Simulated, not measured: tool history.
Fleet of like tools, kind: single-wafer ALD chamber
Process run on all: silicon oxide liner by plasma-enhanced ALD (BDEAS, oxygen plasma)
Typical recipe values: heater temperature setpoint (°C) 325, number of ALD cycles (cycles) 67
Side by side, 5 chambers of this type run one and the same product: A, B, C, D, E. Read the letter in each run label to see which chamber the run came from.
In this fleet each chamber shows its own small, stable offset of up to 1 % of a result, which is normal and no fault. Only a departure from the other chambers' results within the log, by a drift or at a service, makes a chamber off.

run,hour,heater temperature setpoint (°C),number of ALD cycles (cycles),hours since the last thermocouple change,"read-back reference wafer on the same gauge, thickness_nm",mean film thickness on the monitor wafer (nm)
1D,3.8,325,67,1376.1,5.2496,5.9536
2A,8.3,325,67,1199.2,5.2477,6.0455
3C,10.9,325,67,103.5,5.2484,5.9893
4E,15.0,325,67,1884.2,5.2516,5.9950
5B,19.1,325,67,1536.5,5.2523,5.9906
6E,21.8,325,67,1891.0,5.2503,5.9944
7A,24.9,325,67,1215.8,5.2489,6.0064
8D,28.3,325,67,1400.6,5.2502,5.9539
9B,33.0,325,67,1550.4,5.2493,5.9824
10C,35.6,325,67,128.2,5.2539,5.9768
11D,38.1,334,54,1410.4,5.2528,4.7249
12B,43.8,334,54,1561.2,5.2489,4.7579
13E,48.4,334,54,1917.6,5.2498,4.7827
14C,51.9,334,54,144.5,5.2517,4.7562
15A,57.1,334,54,1248.0,5.2520,4.8031
16D,60.0,325,67,1432.3,5.2468,5.9262
17E,62.8,325,67,1932.0,5.2514,5.9761
18B,68.6,325,67,1586.0,5.2513,5.9371
19A,72.9,325,67,1263.8,5.2490,6.0614
20C,76.3,325,67,168.9,5.2513,5.9735
21C,80.5,325,67,173.1,5.2539,5.9932
22A,84.5,333,76,1275.4,5.2540,6.7377
23B,88.7,333,76,1606.1,5.2523,6.6988
24D,94.2,333,76,1466.5,5.2525,6.6645
25E,98.2,333,76,1967.4,5.2539,6.7406
26A,102.6,333,76,1293.5,5.2504,6.7900
27E,108.1,325,67,1977.3,5.2488,6.0182
28B,110.8,311,67,1628.2,5.2484,6.0770
29D,115.2,311,67,1487.5,5.2496,6.0611
30C,120.8,311,67,213.4,5.2502,6.1082
31D,124.6,311,67,1496.9,5.2454,6.0819
32A,130.2,311,67,1321.1,5.2491,6.2121
33E,135.7,325,67,2004.9,5.2492,5.9846
34C,139.1,325,67,231.7,5.2489,5.9689
35B,143.2,325,67,1660.6,5.2487,5.9564
36E,145.9,325,67,2015.1,5.2478,6.0233
37A,150.9,325,67,1341.8,5.2517,6.0774
38B,153.6,325,67,1671.0,5.2492,5.9604
39C,157.6,325,67,250.2,5.2475,5.9422

Predict what each chamber gives when all 5 of them run the settings below next.
40A,161.9,325,67,,,?
40B,161.9,325,67,,,?
40C,161.9,325,67,,,?
40D,161.9,325,67,,,?
40E,161.9,325,67,,,?

run,mean film thickness on the monitor wafer (nm)
40A,6.0632
40B,5.9805
40C,6.0183
40D,5.9927
40E,6.0022
